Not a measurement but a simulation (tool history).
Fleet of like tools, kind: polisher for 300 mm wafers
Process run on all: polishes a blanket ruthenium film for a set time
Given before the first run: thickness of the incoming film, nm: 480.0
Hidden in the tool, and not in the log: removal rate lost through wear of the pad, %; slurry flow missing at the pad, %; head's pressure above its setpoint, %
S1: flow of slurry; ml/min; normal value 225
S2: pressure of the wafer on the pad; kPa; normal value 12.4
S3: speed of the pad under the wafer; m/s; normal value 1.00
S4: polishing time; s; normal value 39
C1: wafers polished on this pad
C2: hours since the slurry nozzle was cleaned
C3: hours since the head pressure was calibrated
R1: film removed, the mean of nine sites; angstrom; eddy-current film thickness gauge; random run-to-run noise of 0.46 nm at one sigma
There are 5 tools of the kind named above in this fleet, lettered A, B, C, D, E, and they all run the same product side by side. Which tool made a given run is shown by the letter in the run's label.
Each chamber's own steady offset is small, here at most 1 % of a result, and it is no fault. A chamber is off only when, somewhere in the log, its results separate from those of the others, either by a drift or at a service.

{"run": "1B", "day": 0.138, "S1": 225, "S2": 12.4, "S3": 1.0, "S4": 39, "C1": 517, "C2": 237.0, "C3": 656.3, "R1": 357.18}
{"run": "2E", "day": 0.308, "S1": 225, "S2": 12.4, "S3": 1.0, "S4": 39, "C1": 382, "C2": 616.6, "C3": 653.6, "R1": 355.45}
{"run": "3D", "day": 0.617, "S1": 225, "S2": 12.4, "S3": 1.0, "S4": 39, "C1": 1146, "C2": 491.7, "C3": 292.6, "R1": 357.49}
{"run": "4A", "day": 0.808, "S1": 225, "S2": 12.4, "S3": 1.0, "S4": 39, "C1": 380, "C2": 504.7, "C3": 191.1, "R1": 363.48}
{"run": "5C", "day": 1.104, "S1": 225, "S2": 16.5, "S3": 1.0, "S4": 26, "C1": 691, "C2": 274.7, "C3": 278.1, "R1": 315.19}
{"run": "6D", "day": 1.392, "S1": 225, "S2": 16.5, "S3": 1.0, "S4": 26, "C1": 1276, "C2": 510.3, "C3": 311.2, "R1": 308.41}
{"day": 1.4, "done": "chamber B: worn pad replaced by a new one"}
{"run": "7B", "day": 1.567, "S1": 225, "S2": 16.5, "S3": 1.0, "S4": 26, "C1": 28, "C2": 271.3, "C3": 690.6, "R1": 318.94}
{"run": "8E", "day": 1.792, "S1": 225, "S2": 16.5, "S3": 1.0, "S4": 26, "C1": 632, "C2": 652.2, "C3": 689.2, "R1": 310.43}
{"day": 1.904, "done": "chamber D: worn pad replaced by a new one"}
{"day": 2.017, "done": "chamber C: slurry nozzle cleaned"}
{"run": "9C", "day": 2.029, "S1": 225, "S2": 16.5, "S3": 1.0, "S4": 26, "C1": 846, "C2": 0.4, "C3": 300.3, "R1": 318.79}
{"run": "10A", "day": 2.25, "S1": 225, "S2": 12.4, "S3": 1.0, "S4": 39, "C1": 622, "C2": 539.3, "C3": 225.7, "R1": 348.22}
{"run": "11C", "day": 2.492, "S1": 225, "S2": 12.4, "S3": 1.0, "S4": 39, "C1": 924, "C2": 11.5, "C3": 311.4, "R1": 349.27}
{"day": 2.667, "done": "chamber A: worn pad replaced by a new one"}
{"run": "12E", "day": 2.675, "S1": 265, "S2": 12.4, "S3": 1.0, "S4": 50, "C1": 780, "C2": 673.4, "C3": 710.4, "R1": 466.55}
{"run": "13B", "day": 2.879, "S1": 265, "S2": 12.4, "S3": 1.0, "S4": 50, "C1": 249, "C2": 302.8, "C3": 722.1, "R1": 462.51}
{"run": "14D", "day": 3.046, "S1": 265, "S2": 12.4, "S3": 1.0, "S4": 50, "C1": 193, "C2": 550.0, "C3": 350.9, "R1": 456.28}
{"run": "15A", "day": 3.192, "S1": 265, "S2": 12.4, "S3": 1.0, "S4": 50, "C1": 89, "C2": 561.9, "C3": 248.3, "R1": 470.33}
{"run": "16A", "day": 3.417, "S1": 265, "S2": 12.4, "S3": 1.0, "S4": 50, "C1": 126, "C2": 567.3, "C3": 253.7, "R1": 456.25}
{"run": "17B", "day": 3.654, "S1": 225, "S2": 12.4, "S3": 1.0, "S4": 39, "C1": 380, "C2": 321.4, "C3": 740.7, "R1": 361.25}
{"run": "18E", "day": 3.821, "S1": 165, "S2": 12.4, "S3": 1.0, "S4": 39, "C1": 974, "C2": 700.9, "C3": 737.9, "R1": 338.98}
{"run": "19D", "day": 4.038, "S1": 165, "S2": 12.4, "S3": 1.0, "S4": 39, "C1": 360, "C2": 573.8, "C3": 374.7, "R1": 349.0}
{"run": "20C", "day": 4.333, "S1": 165, "S2": 12.4, "S3": 1.0, "S4": 39, "C1": 1235, "C2": 55.7, "C3": 355.6, "R1": 336.33}
{"run": "21E", "day": 4.529, "S1": 165, "S2": 12.4, "S3": 1.0, "S4": 39, "C1": 1093, "C2": 717.9, "C3": 754.9, "R1": 340.07}
{"day": 4.625, "done": "chamber B: worn pad replaced by a new one"}
{"run": "22C", "day": 4.671, "S1": 165, "S2": 12.4, "S3": 1.0, "S4": 39, "C1": 1292, "C2": 63.8, "C3": 363.7, "R1": 329.91}
{"run": "23B", "day": 4.912, "S1": 225, "S2": 12.4, "S3": 1.0, "S4": 39, "C1": 48, "C2": 351.6, "C3": 770.9, "R1": 355.12}
{"run": "24A", "day": 5.2, "S1": 225, "S2": 12.4, "S3": 1.0, "S4": 39, "C1": 427, "C2": 610.1, "C3": 296.5, "R1": 353.25}
{"run": "25D", "day": 5.442, "S1": 225, "S2": 12.4, "S3": 1.0, "S4": 39, "C1": 596, "C2": 607.5, "C3": 408.4, "R1": 351.3}
{"run": "26B", "day": 5.721, "S1": 225, "S2": 12.4, "S3": 1.0, "S4": 39, "C1": 184, "C2": 371.0, "C3": 790.3, "R1": 349.2}
{"day": 5.967, "done": "chamber E: slurry nozzle cleaned"}
{"run": "27D", "day": 5.979, "S1": 225, "S2": 13.8, "S3": 1.26, "S4": 39, "C1": 687, "C2": 620.4, "C3": 421.3, "R1": 498.65}
{"day": 6.112, "done": "chamber E: worn pad replaced by a new one"}
{"day": 6.183, "done": "chamber A: worn pad replaced by a new one"}
{"run": "28A", "day": 6.233, "S1": 225, "S2": 13.8, "S3": 1.26, "S4": 39, "C1": 8, "C2": 634.9, "C3": 321.3, "R1": 499.33}
{"run": "29C", "day": 6.404, "S1": 225, "S2": 13.8, "S3": 1.26, "S4": 39, "C1": 1584, "C2": 105.4, "C3": 405.3, "R1": 457.59}
{"day": 6.571, "done": "chamber A: slurry nozzle cleaned"}
{"run": "30E", "day": 6.612, "S1": 225, "S2": 13.8, "S3": 1.26, "S4": 39, "C1": 84, "C2": 15.6, "C3": 804.9, "R1": 492.55}
{"run": "31E", "day": 6.825, "S1": 225, "S2": 13.8, "S3": 1.26, "S4": 39, "C1": 120, "C2": 20.7, "C3": 810.0, "R1": 495.87}
{"run": "32C", "day": 6.992, "S1": 225, "S2": 12.4, "S3": 1.0, "S4": 39, "C1": 1683, "C2": 119.5, "C3": 419.4, "R1": 332.8}
{"run": "33D", "day": 7.179, "S1": 225, "S2": 12.4, "S3": 0.76, "S4": 39, "C1": 889, "C2": 649.2, "C3": 450.1, "R1": 274.97}
{"run": "34A", "day": 7.371, "S1": 225, "S2": 12.4, "S3": 0.76, "S4": 39, "C1": 200, "C2": 19.2, "C3": 348.6, "R1": 271.93}
{"run": "35B", "day": 7.562, "S1": 225, "S2": 12.4, "S3": 0.76, "S4": 39, "C1": 495, "C2": 415.2, "C3": 834.5, "R1": 266.77}
{"run": "36C", "day": 7.796, "S1": 225, "S2": 12.4, "S3": 0.76, "S4": 39, "C1": 1818, "C2": 138.8, "C3": 438.7, "R1": 247.01}
{"run": "37E", "day": 7.938, "S1": 225, "S2": 12.4, "S3": 0.76, "S4": 39, "C1": 307, "C2": 47.4, "C3": 836.7, "R1": 278.53}
{"run": "38B", "day": 8.196, "S1": 225, "S2": 14.5, "S3": 1.0, "S4": 39, "C1": 601, "C2": 430.4, "C3": 849.7, "R1": 415.34}
{"run": "39A", "day": 8.408, "S1": 225, "S2": 14.5, "S3": 1.0, "S4": 39, "C1": 375, "C2": 44.1, "C3": 373.5, "R1": 419.16}
{"run": "40D", "day": 8.7, "S1": 225, "S2": 14.5, "S3": 1.0, "S4": 39, "C1": 1145, "C2": 685.7, "C3": 486.6, "R1": 420.69}

Has any chamber moved away from the others, gradually or after a service, or does the common gauge drift, or do the chambers differ only by their own small steady offsets? State the chamber and the most likely cause if one applies.

It is chamber C that slowly wanders off from its peers.
Cause: removal rate lost through wear of the pad, % = 11.7.
The log may not tell that from: head's pressure below its setpoint, %.

Chamber C could run next with any of the 4 candidate recipes listed below; each alters the usual settings, and their results appear as question marks. Which one brings its results back in line with what the other chambers deliver on the usual settings?
Counts as in line when no further than this from what the other chambers average on the usual settings: R1 16.00 angstrom
{"run": "41C-1", "day": 8.925, "S1": 225, "S2": 11.7, "S3": 0.96, "S4": 38, "R1": "?"}
{"run": "41C-2", "day": 8.925, "S1": 225, "S2": 12.4, "S3": 1.12, "S4": 39, "R1": "?"}
{"run": "41C-3", "day": 8.925, "S1": 225, "S2": 13.1, "S3": 1.1, "S4": 43, "R1": "?"}
{"run": "41C-4", "day": 8.925, "S1": 225, "S2": 11.0, "S3": 1.0, "S4": 34, "R1": "?"}

On the usual settings, the other chambers give on average: R1 353.65 angstrom
run=41C-1 R1=279.53
run=41C-2 R1=353.83
run=41C-3 R1=404.46
run=41C-4 R1=245.13
The right change is 41C-2: it brings the chamber back within the allowed miss of the others.
